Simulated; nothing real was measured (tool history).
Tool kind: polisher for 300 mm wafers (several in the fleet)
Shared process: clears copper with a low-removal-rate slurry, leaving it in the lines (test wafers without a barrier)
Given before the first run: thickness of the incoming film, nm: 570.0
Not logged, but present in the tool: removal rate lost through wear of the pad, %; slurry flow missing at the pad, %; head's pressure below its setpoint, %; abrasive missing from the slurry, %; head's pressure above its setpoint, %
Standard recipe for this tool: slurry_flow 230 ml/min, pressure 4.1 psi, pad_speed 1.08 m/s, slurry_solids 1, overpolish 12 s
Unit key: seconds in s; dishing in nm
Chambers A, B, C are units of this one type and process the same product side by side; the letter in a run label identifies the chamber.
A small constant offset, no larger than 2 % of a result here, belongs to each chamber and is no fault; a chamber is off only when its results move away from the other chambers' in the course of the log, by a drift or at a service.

run   hour  slurry_flow  pressure  pad_speed  slurry_solids  overpolish  wafers polished on this pad  hours since the slurry nozzle was cleaned  hours since the head pressure was calibrated  hours since the slurry blender was calibrated  seconds  dishing
 1C    7.1          230       4.1       1.08              1          12                          284                                      333.2                                         241.8                                          237.1   125.30   37.230
 2A   17.0          230       4.1       1.08              1          12                          427                                       37.1                                         543.7                                           58.1   127.50   37.546
 3B   25.7          230       4.1       1.08              1          12                          180                                      544.7                                         976.0                                          205.2   122.69   37.145
 4C   32.5          230       4.1       1.08              1          12                          427                                      358.6                                         267.2                                          262.5   127.49   37.531
 5B   43.4          230       4.1       1.08              1          12                          280                                      562.4                                         993.7                                          222.9   123.29   36.765
      46.3  -- chamber B: slurry nozzle cleaned
 6A   51.1          230       4.1       1.08              1          12                          620                                       71.2                                         577.8                                           92.2   123.85   38.285
 7A   59.3          230       4.1       0.76              1          12                          666                                       79.4                                         586.0                                          100.4   179.24   27.505
      67.6  -- chamber B: head pressure recalibrated
 8B   71.1          230       4.1       0.76              1          12                          436                                       24.8                                           3.5                                          250.6   175.97   27.434
 9C   84.6          230       4.1       0.76              1          12                          721                                      410.7                                         319.3                                          314.6   180.49   27.629
10C   95.8          230       4.1       1.08              1          12                          784                                      421.9                                         330.5                                          325.8   127.42   38.061
      96.6  -- chamber C: worn pad replaced by a new one
11A  107.1          230       4.1       1.08              1          12                          936                                      127.2                                         633.8                                          148.2   126.14   38.086
12B  115.1          230       4.1       1.08              1          12                          684                                       68.8                                          47.5                                          294.6   122.88   37.176
13A  123.9          230       4.1       0.94              1          12                         1031                                      144.0                                         650.6                                          165.0   142.53   33.125
14B  130.8          230       4.1       0.94              1          12                          773                                       84.5                                          63.2                                          310.3   140.66   32.772
15C  144.7          230       4.1       0.94              1          12                          271                                      470.8                                         379.4                                          374.7   144.18   33.708
16B  158.9          230       4.1       1.08              1          12                          932                                      112.6                                          91.3                                          338.4   124.46   37.253
17C  171.2          230       4.1       0.86              1           9                          421                                      497.3                                         405.9                                          401.2   157.33   23.818
     175.6  -- chamber A: worn pad replaced by a new one
18A  178.2          230       4.1       0.86              1           9                           14                                      198.3                                         704.9                                          219.3   156.51   23.148
     187.4  -- chamber B: slurry blender recalibrated
19B  190.7          230       4.1       0.86              1           9                         1111                                      144.4                                         123.1                                            3.3   156.85   23.808
     191.3  -- chamber B: worn pad replaced by a new one
20C  201.2          230       4.1       1.08              1          12                          590                                      527.3                                         435.9                                          431.2   126.55   37.504
21A  213.2          230       4.1       1.08              1          12                          212                                      233.3                                         739.9                                          254.3   129.11   37.796
22A  223.7          230       4.1       1.08              1          12                          271                                      243.8                                         750.4                                          264.8   126.09   36.476
     228.1  -- chamber C: worn pad replaced by a new one
23B  231.4          230       4.1       1.08              1          12                          226                                      185.1                                         163.8                                           44.0   125.13   37.003
24C  240.9          230       4.1       1.08              1          12                           72                                      567.0                                         475.6                                          470.9   126.88   37.646
25B  250.0          230       4.1       1.08              1          12                          331                                      203.7                                         182.4                                           62.6   124.03   36.747
26C  263.1          230       4.1       1.08              1          12                          197                                      589.2                                         497.8                                          493.1   124.66   38.207
27A  270.3          230       4.1       1.08              1          12                          534                                      290.4                                         797.0                                          311.4   124.44   37.606
28A  278.0          230       4.1       1.08              1          12                          578                                      298.1                                         804.7                                          319.1   124.68   38.306
     281.9  -- chamber C: slurry blender recalibrated
29C  284.5          230       4.1       1.08              1          12                          318                                      610.6                                         519.2                                            2.6   125.68   37.590
     285.5  -- chamber A: slurry blender recalibrated
30B  294.2          230       4.1       1.08              1          12                          580                                      247.9                                         226.6                                          106.8   123.94   37.261
31A  302.5          230       4.1       1.08              1          12                          716                                      322.6                                         829.2                                           17.1   126.23   37.513

Each of the 3 chambers runs these same settings next. Fill in every chamber's results:
32A  312.9          230       4.1       1.08              1          12                                                                                                                                                                             ?        ?
32B  312.9          230       4.1       1.08              1          12                                                                                                                                                                             ?        ?
32C  312.9          230       4.1       1.08              1          12                                                                                                                                                                             ?        ?

run  seconds  dishing
32A   124.08   38.209
32B   123.01   36.761
32C   126.58   38.573
